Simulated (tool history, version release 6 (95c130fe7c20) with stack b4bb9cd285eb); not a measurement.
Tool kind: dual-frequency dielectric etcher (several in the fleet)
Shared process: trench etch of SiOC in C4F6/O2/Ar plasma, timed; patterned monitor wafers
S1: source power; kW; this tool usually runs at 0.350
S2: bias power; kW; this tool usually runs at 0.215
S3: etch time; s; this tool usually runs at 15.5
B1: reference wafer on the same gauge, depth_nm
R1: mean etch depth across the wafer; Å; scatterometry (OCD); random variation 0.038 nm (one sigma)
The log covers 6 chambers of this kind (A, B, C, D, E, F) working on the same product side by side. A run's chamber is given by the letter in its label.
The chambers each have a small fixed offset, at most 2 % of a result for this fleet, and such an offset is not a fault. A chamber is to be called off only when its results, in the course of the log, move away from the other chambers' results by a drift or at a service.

run 1E hour=7.6 | S1=0.350 S2=0.215 S3=15.5 | B1=27.994 | R1=322.17
run 2D hour=12.3 | S1=0.350 S2=0.215 S3=15.5 | B1=27.986 | R1=327.04
run 3B hour=16.6 | S1=0.350 S2=0.215 S3=15.5 | B1=27.991 | R1=328.53
run 4C hour=22.6 | S1=0.350 S2=0.215 S3=15.5 | B1=27.982 | R1=322.62
run 5A hour=28.8 | S1=0.350 S2=0.215 S3=15.5 | B1=27.974 | R1=323.69
run 6F hour=36.8 | S1=0.350 S2=0.215 S3=15.5 | B1=27.980 | R1=324.20
run 7E hour=43.4 | S1=0.350 S2=0.215 S3=15.5 | B1=27.980 | R1=322.12
-- hour=49.5 chamber E: wet clean of the chamber
run 8C hour=49.7 | S1=0.350 S2=0.215 S3=15.5 | B1=27.972 | R1=322.53
run 9F hour=57.3 | S1=0.350 S2=0.215 S3=15.5 | B1=27.969 | R1=323.77
run 10B hour=64.5 | S1=0.350 S2=0.215 S3=15.5 | B1=27.961 | R1=328.03
-- hour=71.4 chamber D: wet clean of the chamber
run 11A hour=71.9 | S1=0.350 S2=0.215 S3=12.5 | B1=27.961 | R1=260.65
run 12D hour=77.5 | S1=0.350 S2=0.215 S3=12.5 | B1=27.956 | R1=263.83
run 13C hour=81.5 | S1=0.350 S2=0.215 S3=12.5 | B1=27.953 | R1=259.80
-- hour=83.9 chamber B: wet clean of the chamber
run 14E hour=86.9 | S1=0.350 S2=0.215 S3=12.5 | B1=27.952 | R1=258.77
run 15A hour=92.6 | S1=0.350 S2=0.215 S3=12.5 | B1=27.949 | R1=261.00
run 16D hour=99.9 | S1=0.350 S2=0.215 S3=12.5 | B1=27.948 | R1=263.45
run 17F hour=106.9 | S1=0.350 S2=0.245 S3=14.0 | B1=27.936 | R1=305.85
run 18B hour=114.5 | S1=0.350 S2=0.245 S3=14.0 | B1=27.937 | R1=310.22
run 19D hour=119.0 | S1=0.350 S2=0.245 S3=14.0 | B1=27.936 | R1=307.68
run 20B hour=126.3 | S1=0.350 S2=0.245 S3=14.0 | B1=27.926 | R1=310.54
run 21E hour=131.8 | S1=0.350 S2=0.245 S3=14.0 | B1=27.939 | R1=302.76
-- hour=134.3 chamber C: wet clean of the chamber
run 22A hour=137.2 | S1=0.350 S2=0.245 S3=14.0 | B1=27.930 | R1=304.28
run 23C hour=143.7 | S1=0.350 S2=0.215 S3=15.5 | B1=27.929 | R1=321.49
-- hour=149.4 chamber A: bias power generator calibrated
run 24F hour=150.8 | S1=0.350 S2=0.215 S3=15.5 | B1=27.917 | R1=323.79
run 25A hour=156.2 | S1=0.350 S2=0.215 S3=15.5 | B1=27.912 | R1=323.30
run 26D hour=163.4 | S1=0.350 S2=0.215 S3=15.5 | B1=27.911 | R1=326.23
run 27E hour=168.6 | S1=0.350 S2=0.215 S3=15.5 | B1=27.911 | R1=320.81
run 28B hour=175.7 | S1=0.350 S2=0.215 S3=15.5 | B1=27.902 | R1=327.99
run 29F hour=180.6 | S1=0.350 S2=0.215 S3=15.5 | B1=27.896 | R1=323.32
run 30C hour=186.5 | S1=0.350 S2=0.215 S3=15.5 | B1=27.900 | R1=322.57
run 31B hour=191.8 | S1=0.350 S2=0.215 S3=15.5 | B1=27.902 | R1=327.36
run 32A hour=197.3 | S1=0.350 S2=0.215 S3=15.5 | B1=27.880 | R1=322.82
run 33C hour=205.1 | S1=0.350 S2=0.215 S3=15.5 | B1=27.884 | R1=321.25
run 34E hour=209.5 | S1=0.350 S2=0.215 S3=15.5 | B1=27.880 | R1=320.79
run 35F hour=215.3 | S1=0.350 S2=0.215 S3=15.5 | B1=27.880 | R1=323.50
run 36D hour=223.1 | S1=0.350 S2=0.252 S3=12.0 | B1=27.870 | R1=266.16
run 37D hour=231.0 | S1=0.350 S2=0.252 S3=12.0 | B1=27.872 | R1=266.10
run 38E hour=236.1 | S1=0.350 S2=0.252 S3=12.0 | B1=27.871 | R1=262.26

Which is it: a chamber that has drifted or been left off by a service, a gauge drift common to all chambers, or only each chamber's usual small offset? If a chamber is off, name it and its likeliest cause.

None of the chambers is off. What moves is the gauge, dragging all their readings along together.
What lies behind it: gauge reads low (%) = 0.479.
